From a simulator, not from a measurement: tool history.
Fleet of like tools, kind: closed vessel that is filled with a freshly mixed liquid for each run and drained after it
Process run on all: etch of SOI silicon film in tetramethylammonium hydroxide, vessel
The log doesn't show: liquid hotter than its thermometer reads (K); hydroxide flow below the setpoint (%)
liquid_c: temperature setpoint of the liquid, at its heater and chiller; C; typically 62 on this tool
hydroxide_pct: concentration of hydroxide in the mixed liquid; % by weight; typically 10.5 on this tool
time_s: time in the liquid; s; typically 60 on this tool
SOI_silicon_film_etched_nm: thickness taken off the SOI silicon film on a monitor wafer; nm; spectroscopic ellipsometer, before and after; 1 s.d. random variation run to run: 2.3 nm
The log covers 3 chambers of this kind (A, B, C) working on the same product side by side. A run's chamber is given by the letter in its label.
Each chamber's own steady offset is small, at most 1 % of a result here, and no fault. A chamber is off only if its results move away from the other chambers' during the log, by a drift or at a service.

run,hour,liquid_c,hydroxide_pct,time_s,hours since the thermometer was replaced,hours since the hydroxide flow meter was replaced,"read-back film thickness of the SOI silicon film reference wafer, read on the same gauge (nm)",SOI_silicon_film_etched_nm
1B,8,62,10.5,60,580.1,1227.7,29.993,262.16
2A,19.2,62,10.5,60,771.9,613.4,29.985,265.32
3C,25,62,10.5,60,871.4,945.3,29.988,260.37
4A,34.1,62,10.5,60,786.8,628.3,29.992,266.4
5B,46.5,62,10.5,60,618.6,1266.2,29.999,264.25
6C,56,62,10.5,60,902.4,976.3,30.017,263.88
7B,65.5,62,10.5,60,637.6,1285.2,29.972,267.04
8A,74.6,62,10.5,60,827.3,668.8,29.962,263.62
9C,80,62,10.5,60,926.4,1000.3,29.988,259.84
10C,91.3,62,10.5,70,937.7,1011.6,29.999,303.59
11B,101.8,62,10.5,70,673.9,1321.5,29.974,311.61
12A,108.1,62,10.5,70,860.8,702.3,30.003,312.94
13B,115.1,62,10.5,60,687.2,1334.8,29.945,264.95
14C,123,58.5,13,60,969.4,1043.3,29.983,190.39
15A,130.4,58.5,13,60,883.1,724.6,29.966,194.26
16B,138.2,58.5,13,60,710.3,1357.9,30.038,196.34
17A,145.9,62,10.5,60,898.6,740.1,29.998,267.62
18C,154.5,62,10.5,60,1000.9,1074.8,30.006,260.24
19C,160,62,10.5,60,1006.4,1080.3,30.016,261.98
20B,172.6,62,10.5,60,744.7,1392.3,29.992,260.57
21A,183.1,62,10.5,60,935.8,777.3,30.001,262.38
22A,191.7,62,10.5,60,944.4,785.9,29.992,261.97
23B,201.3,62,10.5,60,773.4,1421,30.01,261.35
24C,212.2,62,10.5,60,1058.6,1132.5,30,257.67
25A,224.8,62,10.5,60,977.5,819,30.019,267.59
26B,232.3,62,10.5,60,804.4,1452,30.043,264.59
27C,242.8,62,10.5,60,1089.2,1163.1,29.968,262.79
28C,254.1,62,10.5,80,1100.5,1174.4,29.979,346.1
29B,261.4,62,10.5,80,833.5,1481.1,29.999,347.82
30A,267.8,62,10.5,80,1020.5,862,30.003,351.91
31C,279.2,62,10.5,60,1125.6,1199.5,29.993,262.66
32A,290,54.5,10.5,60,1042.7,884.2,30.017,165.87
33B,299.7,54.5,10.5,60,871.8,1519.4,30.043,165.15
34B,310.1,54.5,10.5,60,882.2,1529.8,29.996,166.12
35A,318.6,62,10.5,60,1071.3,912.8,30.017,265.28
36C,328.9,62,10.5,60,1175.3,1249.2,29.953,261.67
37A,335.7,62,10.5,60,1088.4,929.9,29.957,261.8
38C,342.6,62,12,60,1189,1262.9,29.972,248.79
39B,348.9,62,12,60,921,1568.6,30.033,250.44
# hour 353.7: chamber B: hydroxide flow meter replaced
40B,360.1,62,12,60,932.2,6.5,29.95,249.62
41C,371.2,62,10.5,60,1217.6,1291.5,29.976,258.75
42A,380.9,62,10.5,60,1133.6,975.1,30.007,266.33
43A,387.2,62,10.5,60,1139.9,981.4,29.976,266.86

One chamber off, gauge drift, or nothing amiss beyond the chambers' own small offsets? If it is a chamber, which one, and what is the likeliest cause?

All chambers stay in line apart from their small fixed offsets, and the gauge does not drift.
